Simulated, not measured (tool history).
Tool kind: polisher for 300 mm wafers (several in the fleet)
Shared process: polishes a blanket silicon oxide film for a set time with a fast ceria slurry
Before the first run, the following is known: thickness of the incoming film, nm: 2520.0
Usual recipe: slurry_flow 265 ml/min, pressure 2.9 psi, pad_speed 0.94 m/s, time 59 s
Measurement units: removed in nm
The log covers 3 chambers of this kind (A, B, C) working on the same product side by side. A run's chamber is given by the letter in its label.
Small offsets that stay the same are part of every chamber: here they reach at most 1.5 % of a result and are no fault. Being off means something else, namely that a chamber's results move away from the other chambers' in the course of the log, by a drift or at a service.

run  hour  slurry_flow  pressure  pad_speed  time  removed
 1C   3.7          265       2.9       0.94    59   803.14
 2B   7.7          265       2.9       0.94    59   789.93
      8.2  -- chamber A: worn pad replaced by a new one
 3A  10.1          265       2.9       0.94    59   777.02
 4C  14.0          265       2.9       0.94    59   796.81
 5A  15.9          265       2.9       1.24    59  1063.50
 6B  19.4          265       2.9       1.24    59  1027.00
 7A  22.3          265       2.9       1.24    59  1045.50
 8C  26.1          265       2.9       0.94    59   802.11
     27.0  -- chamber C: head pressure recalibrated
 9B  30.1          265       2.9       0.94    59   787.60
     30.8  -- chamber B: worn pad replaced by a new one
     31.3  -- chamber C: worn pad replaced by a new one
10A  33.5          265       2.9       0.94    59   800.84
11C  37.7          265       2.9       0.94    59   856.47
12B  41.2          265       2.9       0.94    59   787.21
     43.1  -- chamber A: worn pad replaced by a new one
13B  43.3          265       2.9       0.94    59   802.45
14C  46.7          265       2.9       0.94    59   861.51
15A  48.9          265       2.9       0.94    59   791.13
16B  51.7          265       2.9       0.94    59   792.31
17A  54.3          265       2.3       0.94    59   640.41
18C  58.5          265       2.3       0.94    59   670.03
19A  60.6          265       2.3       0.94    59   631.22
20C  63.3          265       2.9       0.94    59   858.07
21B  65.9          185       2.9       0.70    59   573.93
22A  69.6          185       2.9       0.70    59   556.51
23B  71.5          185       2.9       0.70    59   576.45
24C  73.9          265       2.9       0.94    59   873.86
25C  76.5          265       2.9       0.94    59   874.44

Read the log: is a single chamber off, either drifting away or since a service, is the gauge that measures every chamber drifting, or is nothing wrong beyond small per-chamber offsets? Name any odd chamber and what most likely caused it.

A service left chamber C off against the others.
Likeliest cause: head's pressure above its setpoint, % = 7.03.

Chamber C could run next with any of the 4 candidate recipes listed below; each alters the usual settings, and their results appear as question marks. Which one brings its results back in line with what the other chambers deliver on the usual settings?
To be in line, a result may differ from the other chambers' mean on the usual settings by at most: removed 36.00 nm
26C-1  79.5          265       2.7       0.94    59        ?
26C-2  79.5          265       2.9       0.80    59        ?
26C-3  79.5          265       3.0       0.96    61        ?
26C-4  79.5          265       3.1       1.00    62        ?

Other chambers, usual settings, mean: removed 791.60 nm
  run  removed
26C-1   798.58
26C-2   728.18
26C-3   936.32
26C-4  1024.50
26C-1 puts the chamber back in line with the other chambers.
